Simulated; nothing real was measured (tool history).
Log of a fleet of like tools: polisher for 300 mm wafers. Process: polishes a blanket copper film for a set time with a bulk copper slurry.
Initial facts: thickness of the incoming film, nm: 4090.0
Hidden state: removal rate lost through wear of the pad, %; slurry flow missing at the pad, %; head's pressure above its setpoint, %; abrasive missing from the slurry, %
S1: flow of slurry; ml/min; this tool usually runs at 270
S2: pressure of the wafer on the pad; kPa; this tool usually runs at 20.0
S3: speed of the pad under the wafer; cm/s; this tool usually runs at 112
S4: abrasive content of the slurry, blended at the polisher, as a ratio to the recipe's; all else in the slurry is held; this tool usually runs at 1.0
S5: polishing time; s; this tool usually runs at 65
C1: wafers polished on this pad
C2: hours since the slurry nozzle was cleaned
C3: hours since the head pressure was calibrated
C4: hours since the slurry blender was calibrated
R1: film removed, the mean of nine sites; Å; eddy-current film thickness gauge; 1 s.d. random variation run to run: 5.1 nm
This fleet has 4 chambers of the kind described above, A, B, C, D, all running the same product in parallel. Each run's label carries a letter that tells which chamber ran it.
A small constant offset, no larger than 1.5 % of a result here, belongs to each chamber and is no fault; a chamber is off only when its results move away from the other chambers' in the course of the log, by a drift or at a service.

run 1C day=0.271 | S1=270 S2=20.0 S3=112 S4=1.0 S5=65 | C1=235 C2=63.4 C3=96.0 C4=10.0 | R1=8014.0
run 2D day=0.683 | S1=270 S2=20.0 S3=112 S4=1.0 S5=65 | C1=452 C2=97.8 C3=265.6 C4=41.8 | R1=8012.0
run 3A day=1.279 | S1=270 S2=20.0 S3=112 S4=1.0 S5=65 | C1=846 C2=40.6 C3=704.5 C4=85.1 | R1=8044.2
run 4B day=1.733 | S1=270 S2=20.0 S3=112 S4=1.0 S5=65 | C1=341 C2=121.3 C3=158.5 C4=236.3 | R1=8023.9
-- day=2.017 chamber A: worn pad replaced by a new one
run 5D day=2.096 | S1=270 S2=20.0 S3=112 S4=1.0 S5=65 | C1=709 C2=131.7 C3=299.5 C4=75.7 | R1=8144.8
run 6C day=2.471 | S1=270 S2=20.0 S3=112 S4=1.0 S5=65 | C1=635 C2=116.2 C3=148.8 C4=62.8 | R1=8043.6
-- day=2.738 chamber B: worn pad replaced by a new one
run 7B day=3.050 | S1=270 S2=20.0 S3=112 S4=1.0 S5=65 | C1=56 C2=152.9 C3=190.1 C4=267.9 | R1=8012.6
-- day=3.075 chamber C: worn pad replaced by a new one
-- day=3.396 chamber D: slurry blender recalibrated
-- day=3.562 chamber D: worn pad replaced by a new one
run 8A day=3.596 | S1=270 S2=20.0 S3=112 S4=1.0 S5=65 | C1=287 C2=96.2 C3=760.1 C4=140.7 | R1=8093.4
run 9B day=3.912 | S1=270 S2=20.0 S3=112 S4=1.0 S5=65 | C1=213 C2=173.6 C3=210.8 C4=288.6 | R1=7941.6
run 10C day=4.312 | S1=270 S2=20.0 S3=112 S4=1.0 S5=65 | C1=225 C2=160.4 C3=193.0 C4=107.0 | R1=7915.9
run 11D day=4.871 | S1=270 S2=20.0 S3=112 S4=1.0 S5=65 | C1=238 C2=198.3 C3=366.1 C4=35.5 | R1=8238.5
run 12A day=5.162 | S1=270 S2=20.0 S3=112 S4=1.0 S5=65 | C1=572 C2=133.8 C3=797.7 C4=178.3 | R1=8014.7
run 13C day=5.446 | S1=270 S2=20.0 S3=112 S4=1.0 S5=65 | C1=431 C2=187.6 C3=220.2 C4=134.2 | R1=8012.0
run 14D day=5.979 | S1=270 S2=20.0 S3=112 S4=1.1 S5=65 | C1=439 C2=224.9 C3=392.7 C4=62.1 | R1=8361.9
-- day=6.021 chamber B: worn pad replaced by a new one
-- day=6.142 chamber C: slurry nozzle cleaned
-- day=6.246 chamber D: slurry nozzle cleaned
run 15A day=6.525 | S1=270 S2=20.0 S3=112 S4=1.1 S5=65 | C1=820 C2=166.5 C3=830.4 C4=211.0 | R1=8254.1
-- day=6.912 chamber A: worn pad replaced by a new one
run 16B day=7.079 | S1=270 S2=20.0 S3=112 S4=1.1 S5=65 | C1=192 C2=249.6 C3=286.8 C4=364.6 | R1=8193.2
run 17B day=7.550 | S1=270 S2=20.0 S3=112 S4=1.1 S5=65 | C1=278 C2=260.9 C3=298.1 C4=375.9 | R1=8068.3
-- day=7.633 chamber C: slurry blender recalibrated
-- day=7.725 chamber C: worn pad replaced by a new one
run 18C day=7.842 | S1=270 S2=20.0 S3=112 S4=1.0 S5=65 | C1=21 C2=40.8 C3=277.7 C4=5.0 | R1=7996.5
-- day=7.875 chamber D: slurry blender recalibrated
run 19D day=8.346 | S1=270 S2=20.0 S3=112 S4=1.0 S5=65 | C1=870 C2=50.5 C3=449.5 C4=11.4 | R1=8442.0
-- day=8.662 chamber B: head pressure recalibrated
-- day=8.892 chamber B: worn pad replaced by a new one
run 20A day=8.917 | S1=270 S2=20.0 S3=112 S4=1.0 S5=65 | C1=364 C2=223.9 C3=887.8 C4=268.4 | R1=8076.2
-- day=9.400 chamber D: worn pad replaced by a new one
run 21C day=9.475 | S1=270 S2=20.0 S3=112 S4=1.0 S5=65 | C1=318 C2=80.0 C3=316.9 C4=44.2 | R1=7979.7
run 22D day=9.929 | S1=270 S2=20.0 S3=112 S4=1.0 S5=65 | C1=96 C2=88.5 C3=487.5 C4=49.4 | R1=8414.4
run 23B day=10.308 | S1=270 S2=20.0 S3=112 S4=1.0 S5=65 | C1=258 C2=327.1 C3=39.6 C4=442.1 | R1=7900.6
-- day=10.612 chamber B: slurry blender recalibrated
run 24A day=10.758 | S1=270 S2=20.0 S3=112 S4=1.1 S5=65 | C1=699 C2=268.1 C3=932.0 C4=312.6 | R1=8188.0
run 25D day=11.279 | S1=270 S2=20.0 S3=112 S4=1.1 S5=65 | C1=342 C2=120.9 C3=519.9 C4=81.8 | R1=8650.3
run 26A day=11.629 | S1=270 S2=20.0 S3=112 S4=1.1 S5=65 | C1=857 C2=289.0 C3=952.9 C4=333.5 | R1=8207.8
-- day=11.842 chamber A: worn pad replaced by a new one
-- day=11.908 chamber B: worn pad replaced by a new one
-- day=12.000 chamber B: slurry nozzle cleaned
run 27C day=12.025 | S1=270 S2=20.0 S3=112 S4=1.1 S5=65 | C1=781 C2=141.2 C3=378.1 C4=105.4 | R1=8241.4
-- day=12.379 chamber C: worn pad replaced by a new one
-- day=12.388 chamber D: slurry blender recalibrated
run 28B day=12.454 | S1=270 S2=20.0 S3=112 S4=1.0 S5=65 | C1=99 C2=11.0 C3=91.1 C4=44.3 | R1=7952.4
run 29B day=13.062 | S1=270 S2=20.0 S3=112 S4=1.0 S5=65 | C1=210 C2=25.6 C3=105.7 C4=58.9 | R1=8004.6
-- day=13.296 chamber C: slurry nozzle cleaned
run 30C day=13.629 | S1=270 S2=20.0 S3=112 S4=1.0 S5=65 | C1=227 C2=8.1 C3=416.6 C4=143.9 | R1=7852.3
run 31D day=14.046 | S1=270 S2=20.0 S3=112 S4=1.0 S5=65 | C1=845 C2=187.3 C3=586.3 C4=39.8 | R1=8627.3
run 32A day=14.588 | S1=270 S2=20.0 S3=112 S4=1.0 S5=65 | C1=499 C2=360.0 C3=1023.9 C4=404.5 | R1=8150.0
-- day=14.808 chamber C: slurry blender recalibrated
-- day=14.917 chamber B: worn pad replaced by a new one
run 33B day=15.004 | S1=270 S2=20.0 S3=112 S4=1.0 S5=65 | C1=16 C2=72.2 C3=152.3 C4=105.5 | R1=7983.4
run 34C day=15.504 | S1=270 S2=20.0 S3=112 S4=1.0 S5=65 | C1=568 C2=53.1 C3=461.6 C4=16.7 | R1=7972.1

Is one chamber out of step, is the gauge drifting, or do the chambers differ by no more than their own small offsets? For an off chamber, give its letter and the likeliest cause.

It is chamber D that slowly wanders off from its peers.
Most likely cause: head's pressure above its setpoint, % = 7.93.

Here are 4 candidates for chamber D's next run, each the usual settings with a change, their results left as question marks. Which one brings its results back in line with what the others give on the usual settings?
To be in line, a result may differ from the other chambers' mean on the usual settings by at most: R1 180.0 Å
run 35D-1 day=15.942 | S1=270 S2=20.7 S3=114 S4=1.0 S5=67 | R1=?
run 35D-2 day=15.942 | S1=270 S2=21.4 S3=112 S4=1.0 S5=70 | R1=?
run 35D-3 day=15.942 | S1=270 S2=19.3 S3=110 S4=1.0 S5=63 | R1=?
run 35D-4 day=15.942 | S1=270 S2=19.3 S3=106 S4=1.0 S5=62 | R1=?

What the other chambers average on the usual settings: R1 7990.8 Å
run=35D-1 R1=9422.2
run=35D-2 R1=9995.2
run=35D-3 R1=7983.6
run=35D-4 R1=7574.7
It is 35D-3 that realigns the chamber with its peers.

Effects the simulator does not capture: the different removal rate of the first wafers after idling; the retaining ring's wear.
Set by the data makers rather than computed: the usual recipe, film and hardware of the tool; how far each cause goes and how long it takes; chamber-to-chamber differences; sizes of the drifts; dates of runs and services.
